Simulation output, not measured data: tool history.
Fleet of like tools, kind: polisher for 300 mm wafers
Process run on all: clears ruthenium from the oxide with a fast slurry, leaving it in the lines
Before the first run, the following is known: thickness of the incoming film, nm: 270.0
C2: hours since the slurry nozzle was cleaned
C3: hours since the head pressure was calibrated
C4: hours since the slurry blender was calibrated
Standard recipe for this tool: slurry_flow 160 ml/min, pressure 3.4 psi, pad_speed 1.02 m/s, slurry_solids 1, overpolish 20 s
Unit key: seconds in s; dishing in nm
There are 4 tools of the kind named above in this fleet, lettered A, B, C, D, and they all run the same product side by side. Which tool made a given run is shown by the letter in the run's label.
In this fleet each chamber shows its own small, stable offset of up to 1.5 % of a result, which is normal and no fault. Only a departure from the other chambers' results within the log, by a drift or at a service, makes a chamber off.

run 1A hour=7.2 | slurry_flow=160 pressure=3.4 pad_speed=1.02 slurry_solids=1 overpolish=20 | wafers_polished_on_this_pad=671 C2=318 C3=595.8 C4=297.4 | seconds=55.037 dishing=49.462
run 2C hour=17.7 | slurry_flow=160 pressure=3.4 pad_speed=1.02 slurry_solids=1 overpolish=20 | wafers_polished_on_this_pad=469 C2=233.7 C3=287.9 C4=218.7 | seconds=56.154 dishing=50.239
-- hour=18.2 chamber C: slurry blender recalibrated
-- hour=24.6 chamber A: slurry blender recalibrated
run 3D hour=30.9 | slurry_flow=160 pressure=3.4 pad_speed=1.02 slurry_solids=1 overpolish=20 | wafers_polished_on_this_pad=445 C2=74.5 C3=666.8 C4=218.9 | seconds=52.222 dishing=52.245
run 4B hour=40.9 | slurry_flow=160 pressure=3.4 pad_speed=1.02 slurry_solids=1 overpolish=20 | wafers_polished_on_this_pad=748 C2=77.2 C3=424.4 C4=127.2 | seconds=52.631 dishing=50.709
-- hour=47.8 chamber A: worn pad replaced by a new one
run 5C hour=50.7 | slurry_flow=140 pressure=3.4 pad_speed=1.02 slurry_solids=0.75 overpolish=20 | wafers_polished_on_this_pad=761 C2=266.7 C3=320.9 C4=32.6 | seconds=64.397 dishing=45.792
-- hour=57.8 chamber C: worn pad replaced by a new one
run 6B hour=63.3 | slurry_flow=140 pressure=3.4 pad_speed=1.02 slurry_solids=0.75 overpolish=20 | wafers_polished_on_this_pad=946 C2=99.6 C3=446.8 C4=149.6 | seconds=64.731 dishing=45.625
run 7D hour=73.9 | slurry_flow=140 pressure=3.4 pad_speed=1.02 slurry_solids=0.75 overpolish=20 | wafers_polished_on_this_pad=825 C2=117.5 C3=709.8 C4=261.9 | seconds=62.211 dishing=47.88
run 8A hour=80.1 | slurry_flow=140 pressure=3.4 pad_speed=1.02 slurry_solids=0.75 overpolish=20 | wafers_polished_on_this_pad=285 C2=390.9 C3=668.7 C4=55.6 | seconds=61.741 dishing=46.057
-- hour=86.7 chamber B: worn pad replaced by a new one
run 9A hour=91.3 | slurry_flow=160 pressure=3.4 pad_speed=1.02 slurry_solids=1 overpolish=20 | wafers_polished_on_this_pad=384 C2=402.1 C3=679.9 C4=66.8 | seconds=52.788 dishing=49.165
run 10D hour=100.6 | slurry_flow=160 pressure=3.4 pad_speed=1.24 slurry_solids=0.9 overpolish=20 | wafers_polished_on_this_pad=1061 C2=144.2 C3=736.5 C4=288.6 | seconds=45.419 dishing=54.87
-- hour=108.8 chamber D: worn pad replaced by a new one
run 11C hour=113.4 | slurry_flow=160 pressure=3.4 pad_speed=1.24 slurry_solids=0.9 overpolish=20 | wafers_polished_on_this_pad=492 C2=329.4 C3=383.6 C4=95.3 | seconds=45.737 dishing=54.159
run 12B hour=125.5 | slurry_flow=160 pressure=3.4 pad_speed=1.24 slurry_solids=0.9 overpolish=20 | wafers_polished_on_this_pad=343 C2=161.8 C3=509 C4=211.8 | seconds=48.252 dishing=52.777
run 13B hour=131.9 | slurry_flow=160 pressure=3.4 pad_speed=1.24 slurry_solids=0.9 overpolish=20 | wafers_polished_on_this_pad=400 C2=168.2 C3=515.4 C4=218.2 | seconds=49.292 dishing=53.248
-- hour=136 chamber D: slurry blender recalibrated
run 14A hour=145.2 | slurry_flow=160 pressure=3.4 pad_speed=1.02 slurry_solids=1 overpolish=20 | wafers_polished_on_this_pad=861 C2=456 C3=733.8 C4=120.7 | seconds=51.791 dishing=51.442
-- hour=148.2 chamber C: worn pad replaced by a new one
run 15D hour=151.3 | slurry_flow=160 pressure=3.4 pad_speed=1.02 slurry_solids=1 overpolish=20 | wafers_polished_on_this_pad=376 C2=194.9 C3=787.2 C4=15.3 | seconds=52.514 dishing=52.409
-- hour=156.9 chamber A: worn pad replaced by a new one
run 16C hour=162.5 | slurry_flow=160 pressure=3.4 pad_speed=1.02 slurry_solids=1 overpolish=20 | wafers_polished_on_this_pad=126 C2=378.5 C3=432.7 C4=144.4 | seconds=52.418 dishing=52.12
run 17A hour=173.4 | slurry_flow=160 pressure=3.4 pad_speed=1.02 slurry_solids=1.1 overpolish=10 | wafers_polished_on_this_pad=146 C2=484.2 C3=762 C4=148.9 | seconds=49.942 dishing=35.382
run 18B hour=183.5 | slurry_flow=160 pressure=3.4 pad_speed=1.02 slurry_solids=1.1 overpolish=10 | wafers_polished_on_this_pad=856 C2=219.8 C3=567 C4=269.8 | seconds=55.618 dishing=32.674
run 19C hour=190 | slurry_flow=160 pressure=3.4 pad_speed=1.02 slurry_solids=1.1 overpolish=10 | wafers_polished_on_this_pad=369 C2=406 C3=460.2 C4=171.9 | seconds=51.362 dishing=34.512
run 20D hour=200.4 | slurry_flow=160 pressure=3.4 pad_speed=1.02 slurry_solids=1.1 overpolish=10 | wafers_polished_on_this_pad=810 C2=244 C3=836.3 C4=64.4 | seconds=52.208 dishing=35.866
run 21C hour=208 | slurry_flow=160 pressure=3.4 pad_speed=1.02 slurry_solids=1 overpolish=20 | wafers_polished_on_this_pad=528 C2=424 C3=478.2 C4=189.9 | seconds=52.685 dishing=49.783
run 22B hour=219.6 | slurry_flow=160 pressure=3.4 pad_speed=1.02 slurry_solids=1 overpolish=20 | wafers_polished_on_this_pad=1175 C2=255.9 C3=603.1 C4=305.9 | seconds=60.144 dishing=47.898
run 23A hour=231.2 | slurry_flow=160 pressure=3.4 pad_speed=1.02 slurry_solids=1 overpolish=20 | wafers_polished_on_this_pad=657 C2=542 C3=819.8 C4=206.7 | seconds=53.367 dishing=49.942
run 24D hour=238.4 | slurry_flow=160 pressure=3.4 pad_speed=1.02 slurry_solids=1 overpolish=20 | wafers_polished_on_this_pad=1146 C2=282 C3=874.3 C4=102.4 | seconds=53.128 dishing=50.535
-- hour=239.3 chamber C: worn pad replaced by a new one
-- hour=239.7 chamber D: head pressure recalibrated
-- hour=241.6 chamber C: slurry blender recalibrated
-- hour=245.5 chamber B: worn pad replaced by a new one
run 25C hour=247.3 | slurry_flow=160 pressure=3.4 pad_speed=1.02 slurry_solids=1 overpolish=20 | wafers_polished_on_this_pad=71 C2=463.3 C3=517.5 C4=5.8 | seconds=53.471 dishing=50.916
run 26B hour=260.9 | slurry_flow=160 pressure=3.4 pad_speed=1.02 slurry_solids=1 overpolish=20 | wafers_polished_on_this_pad=136 C2=297.2 C3=644.4 C4=347.2 | seconds=63.922 dishing=47.633
-- hour=264.3 chamber D: worn pad replaced by a new one
-- hour=272.1 chamber A: worn pad replaced by a new one
run 27D hour=274 | slurry_flow=160 pressure=3.4 pad_speed=1.02 slurry_solids=1 overpolish=20 | wafers_polished_on_this_pad=86 C2=317.6 C3=34.3 C4=138 | seconds=52.814 dishing=51.328
-- hour=274.9 chamber A: slurry nozzle cleaned
run 28A hour=285.6 | slurry_flow=160 pressure=3.4 pad_speed=1.02 slurry_solids=1 overpolish=20 | wafers_polished_on_this_pad=119 C2=10.8 C3=874.2 C4=261.1 | seconds=52.575 dishing=49.91

For the next run the whole fleet of 4 chambers uses the same settings. Give each chamber's results:
run 29A hour=295.4 | slurry_flow=160 pressure=3.4 pad_speed=1.02 slurry_solids=1 overpolish=20 | seconds=? dishing=?
run 29B hour=295.4 | slurry_flow=160 pressure=3.4 pad_speed=1.02 slurry_solids=1 overpolish=20 | seconds=? dishing=?
run 29C hour=295.4 | slurry_flow=160 pressure=3.4 pad_speed=1.02 slurry_solids=1 overpolish=20 | seconds=? dishing=?
run 29D hour=295.4 | slurry_flow=160 pressure=3.4 pad_speed=1.02 slurry_solids=1 overpolish=20 | seconds=? dishing=?

run=29A seconds=52.907 dishing=50.705
run=29B seconds=65.385 dishing=44.967
run=29C seconds=52.265 dishing=50.567
run=29D seconds=54.12 dishing=51.716

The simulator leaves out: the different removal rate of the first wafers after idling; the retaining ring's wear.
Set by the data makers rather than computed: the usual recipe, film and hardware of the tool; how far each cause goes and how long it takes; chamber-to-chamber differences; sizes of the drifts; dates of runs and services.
